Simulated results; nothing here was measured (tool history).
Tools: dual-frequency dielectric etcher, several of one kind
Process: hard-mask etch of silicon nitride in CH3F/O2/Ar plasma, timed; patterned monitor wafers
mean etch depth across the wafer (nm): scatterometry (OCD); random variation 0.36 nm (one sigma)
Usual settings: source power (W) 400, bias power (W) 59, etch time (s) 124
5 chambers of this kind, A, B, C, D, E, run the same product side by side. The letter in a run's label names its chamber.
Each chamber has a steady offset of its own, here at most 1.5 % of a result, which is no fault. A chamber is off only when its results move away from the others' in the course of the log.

run,hour,source power (W),bias power (W),etch time (s),hours since the last wet clean,hours since the last source power generator calibration,hours since the last bias power generator calibration,"read-back reference wafer on the same gauge, depth_nm",mean etch depth across the wafer (nm)
1A,9.1,400,59,124,304.7,606.7,4242.7,77.081,80.388
2B,24,400,59,124,157.5,2541.8,311.1,77.032,81.068
3E,31.1,400,59,124,299.3,343.4,2552.3,77.206,80.994
4D,40.9,400,59,124,335.2,2757.5,1393.4,77.104,80.143
5C,50,400,59,124,424.7,1375.2,2269.4,77.114,81.284
6C,61.9,400,59,124,436.6,1387.1,2281.3,77.126,81.126
# hour 63: chamber B: source power generator calibrated
7B,72.9,400,59,124,206.4,9.9,360,77.117,82.254
# hour 78.7: chamber C: bias power generator calibrated
8A,84.9,400,59,124,380.5,682.5,4318.5,77.07,80.332
9D,96.8,400,59,124,391.1,2813.4,1449.3,77.059,80.049
10E,110.9,400,59,124,379.1,423.2,2632.1,77.221,81.238
11A,126.5,400,59,124,422.1,724.1,4360.1,77.093,80.261
12C,136.5,400,59,124,511.2,1461.7,57.8,77.124,81.106
# hour 138: chamber C: wet clean of the chamber
13E,149.6,400,59,124,417.8,461.9,2670.8,77.041,80.905
14D,162.9,400,59,97,457.2,2879.5,1515.4,77.122,62.746
15B,176.3,400,59,97,309.8,113.3,463.4,77.202,63.434
16C,192.1,400,59,97,54.1,1517.3,113.4,77.086,63.242
17E,199.6,400,59,97,467.8,511.9,2720.8,77.153,63.024
18D,215,400,59,97,509.3,2931.6,1567.5,77.149,62.507
# hour 216: chamber D: bias power generator calibrated
19B,223.7,400,59,124,357.2,160.7,510.8,77.203,81.685
20A,230.7,350,47,124,526.3,828.3,4464.3,77.042,70.943
# hour 244.8: chamber E: wet clean of the chamber
21C,246.5,350,47,124,108.5,1571.7,167.8,77.044,72.254
# hour 250.4: chamber D: wet clean of the chamber
22B,260.1,350,47,124,393.6,197.1,547.2,77.175,71.792
# hour 268.4: chamber E: bias power generator calibrated
23E,272.8,350,47,124,28.1,585.1,4.5,76.986,71.599
# hour 275.1: chamber A: wet clean of the chamber
24A,280.6,350,47,124,5.6,878.2,4514.2,77.136,70.394
25D,295.9,400,59,124,45.6,3012.5,80,77.093,75.83
26C,308.1,400,59,98.5,170.1,1633.3,229.4,77.089,64.871
27E,319.9,400,59,98.5,75.2,632.2,51.6,77.182,64.922
# hour 334: chamber B: wet clean of the chamber
28A,335.6,400,59,98.5,60.6,933.2,4569.2,77.143,63.753
29D,342.8,400,59,98.5,92.5,3059.4,126.9,77.096,60.348
30B,351.5,400,59,98.5,17.6,288.5,638.6,77.179,65.072
31C,360,400,59,124,222,1685.2,281.3,77.062,81.35
32E,367.3,400,59,124,122.6,679.6,99,77.187,81.242
33B,376,400,59,124,42.1,313,663.1,77.169,81.042
34A,389.2,400,59,124,114.2,986.8,4622.8,77.091,80.16
35D,402.7,400,59,124,152.4,3119.3,186.8,77.018,75.328

Next, every chamber runs the same settings. What will each give?
36A,414.3,350,59,124,,,,,?
36B,414.3,350,59,124,,,,,?
36C,414.3,350,59,124,,,,,?
36D,414.3,350,59,124,,,,,?
36E,414.3,350,59,124,,,,,?

run,mean etch depth across the wafer (nm)
36A,76.784
36B,77.812
36C,77.425
36D,72.541
36E,76.509

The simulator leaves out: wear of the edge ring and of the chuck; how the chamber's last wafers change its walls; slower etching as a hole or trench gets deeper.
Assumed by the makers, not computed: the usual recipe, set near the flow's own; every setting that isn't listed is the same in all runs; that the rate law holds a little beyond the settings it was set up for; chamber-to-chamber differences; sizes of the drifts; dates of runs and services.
